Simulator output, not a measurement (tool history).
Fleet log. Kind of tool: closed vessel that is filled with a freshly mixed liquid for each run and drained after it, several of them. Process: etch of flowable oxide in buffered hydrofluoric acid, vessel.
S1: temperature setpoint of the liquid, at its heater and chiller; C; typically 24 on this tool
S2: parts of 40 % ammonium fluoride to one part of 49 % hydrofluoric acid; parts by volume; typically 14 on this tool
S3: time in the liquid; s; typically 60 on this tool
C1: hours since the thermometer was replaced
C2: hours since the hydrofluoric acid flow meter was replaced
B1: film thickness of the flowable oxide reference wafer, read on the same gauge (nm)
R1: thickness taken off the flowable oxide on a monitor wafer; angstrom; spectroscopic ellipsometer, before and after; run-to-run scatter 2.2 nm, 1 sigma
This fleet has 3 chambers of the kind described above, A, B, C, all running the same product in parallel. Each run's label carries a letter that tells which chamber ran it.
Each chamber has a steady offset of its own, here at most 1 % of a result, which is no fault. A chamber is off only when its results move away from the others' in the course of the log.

| run | hour | S1 | S2 | S3 | C1 | C2 | B1 | R1 |
|---|---|---|---|---|---|---|---|---|
| 1A | 8.5 | 24 | 14 | 60 | 68.4 | 185 | 110 | 2565.6 |
| 2B | 19.6 | 24 | 14 | 60 | 835.2 | 516 | 109.96 | 2570.1 |
| 3C | 33.7 | 24 | 14 | 60 | 950.8 | 413.6 | 110.03 | 2617.3 |
| 4B | 48.1 | 24 | 14 | 60 | 863.7 | 544.5 | 109.99 | 2573.3 |
| 5A | 58.9 | 24 | 14 | 60 | 118.8 | 235.4 | 110 | 2557.2 |
| 6C | 72.3 | 24 | 14 | 60 | 989.4 | 452.2 | 109.99 | 2578.8 |
| 7A | 84.8 | 24 | 14 | 60 | 144.7 | 261.3 | 109.99 | 2578.5 |
| 8C | 93.1 | 24 | 14 | 60 | 1010.2 | 473 | 110.02 | 2555.9 |
| 9B | 105.3 | 24 | 14 | 60 | 920.9 | 601.7 | 109.97 | 2554.5 |
| 10B | 114.5 | 24 | 14 | 60 | 930.1 | 610.9 | 110.02 | 2568.7 |
| 11C | 124.7 | 27 | 14 | 60 | 1041.8 | 504.6 | 110.03 | 3041.7 |
| 12A | 138.7 | 27 | 14 | 60 | 198.6 | 315.2 | 109.97 | 3019.4 |
| 13A | 146.9 | 27 | 14 | 60 | 206.8 | 323.4 | 109.94 | 3018.2 |
| 14B | 154.5 | 24 | 10 | 40 | 970.1 | 650.9 | 109.97 | 2335.3 |
| 15C | 168.1 | 24 | 10 | 40 | 1085.2 | 548 | 110 | 2381.8 |
| 16A | 176.9 | 24 | 10 | 40 | 236.8 | 353.4 | 109.99 | 2375.2 |
| 17C | 183.9 | 24 | 19 | 35 | 1101 | 563.8 | 109.99 | 1125.2 |
| 18B | 195.5 | 24 | 19 | 35 | 1011.1 | 691.9 | 110.02 | 1105.3 |
| 19A | 206.3 | 24 | 19 | 35 | 266.2 | 382.8 | 109.96 | 1102.7 |
| 20C | 217.3 | 24 | 14 | 45 | 1134.4 | 597.2 | 109.97 | 1904.8 |
| 21B | 224.3 | 24 | 14 | 45 | 1039.9 | 720.7 | 109.98 | 1895 |

Predict what each chamber gives when all 3 of them run the settings below next.
| 22A | 235.1 | 26 | 14 | 60 |  |  |  | ? |
| 22B | 235.1 | 26 | 14 | 60 |  |  |  | ? |
| 22C | 235.1 | 26 | 14 | 60 |  |  |  | ? |

| run | R1 |
|---|---|
| 22A | 2879 |
| 22B | 2869.5 |
| 22C | 2909.9 |
